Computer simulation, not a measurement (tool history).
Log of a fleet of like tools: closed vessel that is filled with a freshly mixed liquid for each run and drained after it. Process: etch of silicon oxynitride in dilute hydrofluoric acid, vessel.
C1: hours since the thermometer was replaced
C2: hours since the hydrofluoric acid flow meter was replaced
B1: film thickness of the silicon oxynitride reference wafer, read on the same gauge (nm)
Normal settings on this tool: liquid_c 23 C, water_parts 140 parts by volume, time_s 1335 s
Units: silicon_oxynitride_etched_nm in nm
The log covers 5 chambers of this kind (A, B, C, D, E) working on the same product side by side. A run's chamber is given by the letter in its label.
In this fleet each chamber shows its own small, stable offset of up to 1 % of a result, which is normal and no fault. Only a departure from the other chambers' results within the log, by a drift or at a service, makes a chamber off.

Run 1D, hour 7: usual settings; C1 1595.3; C2 188.7; B1 30.021. Result: silicon_oxynitride_etched_nm 31.195 nm.
Run 2E, hour 11.1: usual settings; C1 1617.6; C2 308.8; B1 30.025. Result: silicon_oxynitride_etched_nm 31.086 nm.
Run 3C, hour 14.5: usual settings; C1 1709.4; C2 934.7; B1 29.999. Result: silicon_oxynitride_etched_nm 30.572 nm.
At hour 16.6: chamber D: thermometer replaced.
Run 4A, hour 18.9: usual settings; C1 591.2; C2 1141.5; B1 29.989. Result: silicon_oxynitride_etched_nm 31.263 nm.
Run 5B, hour 22.5: usual settings; C1 296.2; C2 165.9; B1 30.03. Result: silicon_oxynitride_etched_nm 31.185 nm.
At hour 24.4: chamber E: thermometer replaced.
Run 6C, hour 28.6: usual settings; C1 1723.5; C2 948.8; B1 29.999. Result: silicon_oxynitride_etched_nm 30.918 nm.
Run 7A, hour 35.4: usual settings but water_parts 90 parts by volume; C1 607.7; C2 1158; B1 29.996. Result: silicon_oxynitride_etched_nm 50.573 nm.
Run 8E, hour 41.9: usual settings but water_parts 90 parts by volume; C1 17.6; C2 339.6; B1 30.006. Result: silicon_oxynitride_etched_nm 50.505 nm.
Run 9B, hour 46.2: usual settings but water_parts 90 parts by volume; C1 319.9; C2 189.6; B1 29.998. Result: silicon_oxynitride_etched_nm 50.906 nm.
Run 10D, hour 51.6: usual settings but water_parts 90 parts by volume; C1 35; C2 233.3; B1 30.011. Result: silicon_oxynitride_etched_nm 49.712 nm.
Run 11D, hour 55.9: usual settings but water_parts 90 parts by volume; C1 39.3; C2 237.6; B1 29.985. Result: silicon_oxynitride_etched_nm 50.247 nm.
Run 12E, hour 62.7: usual settings; C1 38.4; C2 360.4; B1 30.008. Result: silicon_oxynitride_etched_nm 30.807 nm.
Run 13A, hour 68.7: usual settings; C1 641; C2 1191.3; B1 29.988. Result: silicon_oxynitride_etched_nm 31.316 nm.
Run 14C, hour 72: usual settings; C1 1766.9; C2 992.2; B1 30.005. Result: silicon_oxynitride_etched_nm 30.898 nm.
Run 15B, hour 78.5: usual settings; C1 352.2; C2 221.9; B1 30.012. Result: silicon_oxynitride_etched_nm 31.36 nm.
Run 16D, hour 84.4: usual settings; C1 67.8; C2 266.1; B1 30.011. Result: silicon_oxynitride_etched_nm 31.041 nm.
Run 17A, hour 90.7: usual settings; C1 663; C2 1213.3; B1 30.018. Result: silicon_oxynitride_etched_nm 31.142 nm.
Run 18C, hour 97.2: usual settings; C1 1792.1; C2 1017.4; B1 30.019. Result: silicon_oxynitride_etched_nm 30.777 nm.
Run 19E, hour 100.7: usual settings; C1 76.4; C2 398.4; B1 30.011. Result: silicon_oxynitride_etched_nm 31.172 nm.
Run 20B, hour 106.9: usual settings; C1 380.6; C2 250.3; B1 30.006. Result: silicon_oxynitride_etched_nm 31.064 nm.
Run 21E, hour 111.7: usual settings; C1 87.4; C2 409.4; B1 30.024. Result: silicon_oxynitride_etched_nm 31.148 nm.
Run 22B, hour 117.2: usual settings; C1 390.9; C2 260.6; B1 30.033. Result: silicon_oxynitride_etched_nm 31.118 nm.
Run 23C, hour 123.2: usual settings; C1 1818.1; C2 1043.4; B1 29.99. Result: silicon_oxynitride_etched_nm 30.938 nm.
Run 24A, hour 128.6: usual settings; C1 700.9; C2 1251.2; B1 29.984. Result: silicon_oxynitride_etched_nm 31.297 nm.
Run 25D, hour 132.1: usual settings; C1 115.5; C2 313.8; B1 29.978. Result: silicon_oxynitride_etched_nm 31.227 nm.
Run 26C, hour 137.4: usual settings; C1 1832.3; C2 1057.6; B1 29.998. Result: silicon_oxynitride_etched_nm 30.682 nm.
Run 27B, hour 141.3: usual settings; C1 415; C2 284.7; B1 30.004. Result: silicon_oxynitride_etched_nm 31.269 nm.
Run 28D, hour 149.1: usual settings; C1 132.5; C2 330.8; B1 29.998. Result: silicon_oxynitride_etched_nm 31.027 nm.
Run 29A, hour 156: usual settings; C1 728.3; C2 1278.6; B1 29.996. Result: silicon_oxynitride_etched_nm 31.157 nm.
Run 30E, hour 162.3: usual settings; C1 138; C2 460; B1 29.988. Result: silicon_oxynitride_etched_nm 31.119 nm.
Run 31B, hour 167.2: usual settings; C1 440.9; C2 310.6; B1 30.008. Result: silicon_oxynitride_etched_nm 31.181 nm.
Run 32E, hour 171.7: usual settings; C1 147.4; C2 469.4; B1 29.976. Result: silicon_oxynitride_etched_nm 31.285 nm.
Run 33C, hour 178.5: usual settings; C1 1873.4; C2 1098.7; B1 29.998. Result: silicon_oxynitride_etched_nm 30.757 nm.
Run 34A, hour 184.2: usual settings; C1 756.5; C2 1306.8; B1 30.005. Result: silicon_oxynitride_etched_nm 31.311 nm.
Run 35D, hour 189.9: usual settings; C1 173.3; C2 371.6; B1 30.022. Result: silicon_oxynitride_etched_nm 31.07 nm.
Run 36A, hour 193.9: usual settings; C1 766.2; C2 1316.5; B1 29.988. Result: silicon_oxynitride_etched_nm 31.367 nm.
Run 37B, hour 200.9: usual settings; C1 474.6; C2 344.3; B1 30.001. Result: silicon_oxynitride_etched_nm 31.252 nm.
Run 38C, hour 208.3: usual settings; C1 1903.2; C2 1128.5; B1 30.011. Result: silicon_oxynitride_etched_nm 30.672 nm.
At hour 211.2: chamber A: hydrofluoric acid flow meter replaced.
Run 39D, hour 215.7: usual settings; C1 199.1; C2 397.4; B1 29.983. Result: silicon_oxynitride_etched_nm 31.159 nm.
Run 40E, hour 223.4: usual settings; C1 199.1; C2 521.1; B1 30.015. Result: silicon_oxynitride_etched_nm 31.134 nm.
Run 41C, hour 229.6: usual settings; C1 1924.5; C2 1149.8; B1 30.005. Result: silicon_oxynitride_etched_nm 30.915 nm.
Run 42E, hour 234: usual settings; C1 209.7; C2 531.7; B1 29.977. Result: silicon_oxynitride_etched_nm 31.085 nm.
Run 43A, hour 239.4: usual settings; C1 811.7; C2 28.2; B1 29.969. Result: silicon_oxynitride_etched_nm 31.111 nm.

Next, every chamber runs the same settings. What will each give?
Run 44A, hour 245: usual settings but liquid_c 20.5 C. Result: silicon_oxynitride_etched_nm ?.
Run 44B, hour 245: usual settings but liquid_c 20.5 C. Result: silicon_oxynitride_etched_nm ?.
Run 44C, hour 245: usual settings but liquid_c 20.5 C. Result: silicon_oxynitride_etched_nm ?.
Run 44D, hour 245: usual settings but liquid_c 20.5 C. Result: silicon_oxynitride_etched_nm ?.
Run 44E, hour 245: usual settings but liquid_c 20.5 C. Result: silicon_oxynitride_etched_nm ?.

run  silicon_oxynitride_etched_nm
44A                        27.954
44B                        27.666
44C                        27.227
44D                        27.635
44E                         27.38
